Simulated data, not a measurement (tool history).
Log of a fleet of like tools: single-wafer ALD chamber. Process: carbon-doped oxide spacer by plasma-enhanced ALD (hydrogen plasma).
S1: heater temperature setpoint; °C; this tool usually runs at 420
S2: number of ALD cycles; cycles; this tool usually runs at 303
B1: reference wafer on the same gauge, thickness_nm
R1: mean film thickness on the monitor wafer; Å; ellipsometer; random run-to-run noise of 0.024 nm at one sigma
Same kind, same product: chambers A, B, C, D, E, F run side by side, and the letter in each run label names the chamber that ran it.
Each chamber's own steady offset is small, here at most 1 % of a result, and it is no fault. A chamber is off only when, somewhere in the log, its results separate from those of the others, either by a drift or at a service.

Run 1C, day 0.242: usual settings; B1 11.506. Result: R1 142.97 Å.
Run 2B, day 0.512: usual settings; B1 11.501. Result: R1 140.79 Å.
Run 3A, day 0.862: usual settings; B1 11.505. Result: R1 141.68 Å.
Run 4F, day 1.242: usual settings; B1 11.509. Result: R1 143.82 Å.
Run 5D, day 1.542: usual settings; B1 11.504. Result: R1 142.81 Å.
Run 6E, day 1.950: usual settings but S2 362 cycles; B1 11.511. Result: R1 169.72 Å.
At day 2.038: chamber A: thermocouple changed; heater temperature recalibrated.
Run 7B, day 2.396: usual settings but S2 362 cycles; B1 11.514. Result: R1 169.33 Å.
Run 8A, day 2.612: usual settings but S2 362 cycles; B1 11.512. Result: R1 169.58 Å.
Run 9C, day 3.008: usual settings but S2 362 cycles; B1 11.517. Result: R1 170.46 Å.
Run 10F, day 3.388: usual settings but S2 362 cycles; B1 11.522. Result: R1 171.56 Å.
Run 11E, day 3.725: usual settings but S2 362 cycles; B1 11.519. Result: R1 169.83 Å.
Run 12D, day 3.996: usual settings; B1 11.515. Result: R1 142.56 Å.
Run 13D, day 4.229: usual settings; B1 11.525. Result: R1 142.34 Å.
Run 14A, day 4.608: usual settings; B1 11.525. Result: R1 142.00 Å.
Run 15C, day 4.958: usual settings but S1 434 °C, S2 349 cycles; B1 11.528. Result: R1 157.53 Å.
Run 16E, day 5.246: usual settings but S1 434 °C, S2 349 cycles; B1 11.529. Result: R1 156.52 Å.
Run 17F, day 5.458: usual settings but S1 434 °C, S2 349 cycles; B1 11.532. Result: R1 158.44 Å.
Run 18B, day 5.788: usual settings but S1 434 °C, S2 349 cycles; B1 11.531. Result: R1 156.10 Å.
Run 19E, day 6.033: usual settings but S1 434 °C, S2 349 cycles; B1 11.529. Result: R1 156.82 Å.
Run 20B, day 6.350: usual settings but S1 434 °C, S2 349 cycles; B1 11.535. Result: R1 155.81 Å.
Run 21C, day 6.796: usual settings; B1 11.535. Result: R1 143.18 Å.
Run 22A, day 7.250: usual settings; B1 11.537. Result: R1 141.86 Å.
Run 23F, day 7.479: usual settings; B1 11.536. Result: R1 143.92 Å.
Run 24D, day 7.679: usual settings but S2 249 cycles; B1 11.538. Result: R1 117.22 Å.
Run 25F, day 8.058: usual settings but S2 249 cycles; B1 11.543. Result: R1 118.38 Å.
Run 26C, day 8.417: usual settings but S2 249 cycles; B1 11.545. Result: R1 117.90 Å.
At day 8.446: chamber E: thermocouple changed; heater temperature recalibrated.
Run 27E, day 8.675: usual settings but S2 249 cycles; B1 11.553. Result: R1 117.01 Å.
Run 28D, day 8.942: usual settings but S2 249 cycles; B1 11.550. Result: R1 117.46 Å.
Run 29A, day 9.300: usual settings but S2 249 cycles; B1 11.549. Result: R1 116.62 Å.
Run 30B, day 9.575: usual settings; B1 11.557. Result: R1 142.12 Å.
Run 31A, day 9.846: usual settings; B1 11.555. Result: R1 142.34 Å.
Run 32B, day 10.108: usual settings; B1 11.556. Result: R1 142.09 Å.
At day 10.296: chamber F: thermocouple changed; heater temperature recalibrated.
Run 33E, day 10.354: usual settings; B1 11.552. Result: R1 142.95 Å.
Run 34C, day 10.562: usual settings; B1 11.562. Result: R1 143.49 Å.
Run 35D, day 10.979: usual settings; B1 11.560. Result: R1 143.64 Å.
Run 36F, day 11.325: usual settings; B1 11.565. Result: R1 143.69 Å.
Run 37C, day 11.712: usual settings; B1 11.561. Result: R1 143.37 Å.
Run 38A, day 12.175: usual settings; B1 11.570. Result: R1 141.97 Å.
Run 39E, day 12.550: usual settings; B1 11.568. Result: R1 142.42 Å.
Run 40B, day 12.812: usual settings; B1 11.568. Result: R1 142.00 Å.
Run 41D, day 13.125: usual settings; B1 11.567. Result: R1 143.19 Å.
Run 42F, day 13.504: usual settings; B1 11.568. Result: R1 144.34 Å.
Run 43B, day 13.846: usual settings; B1 11.578. Result: R1 142.70 Å.
Run 44A, day 14.108: usual settings but S1 413 °C; B1 11.575. Result: R1 145.88 Å.

Is one chamber out of step, is the gauge drifting, or do the chambers differ by no more than their own small offsets? For an off chamber, give its letter and the likeliest cause.

None of the chambers is off. What moves is the gauge, dragging all their readings along together.
Likeliest cause: gauge reads high (%) = 0.684.

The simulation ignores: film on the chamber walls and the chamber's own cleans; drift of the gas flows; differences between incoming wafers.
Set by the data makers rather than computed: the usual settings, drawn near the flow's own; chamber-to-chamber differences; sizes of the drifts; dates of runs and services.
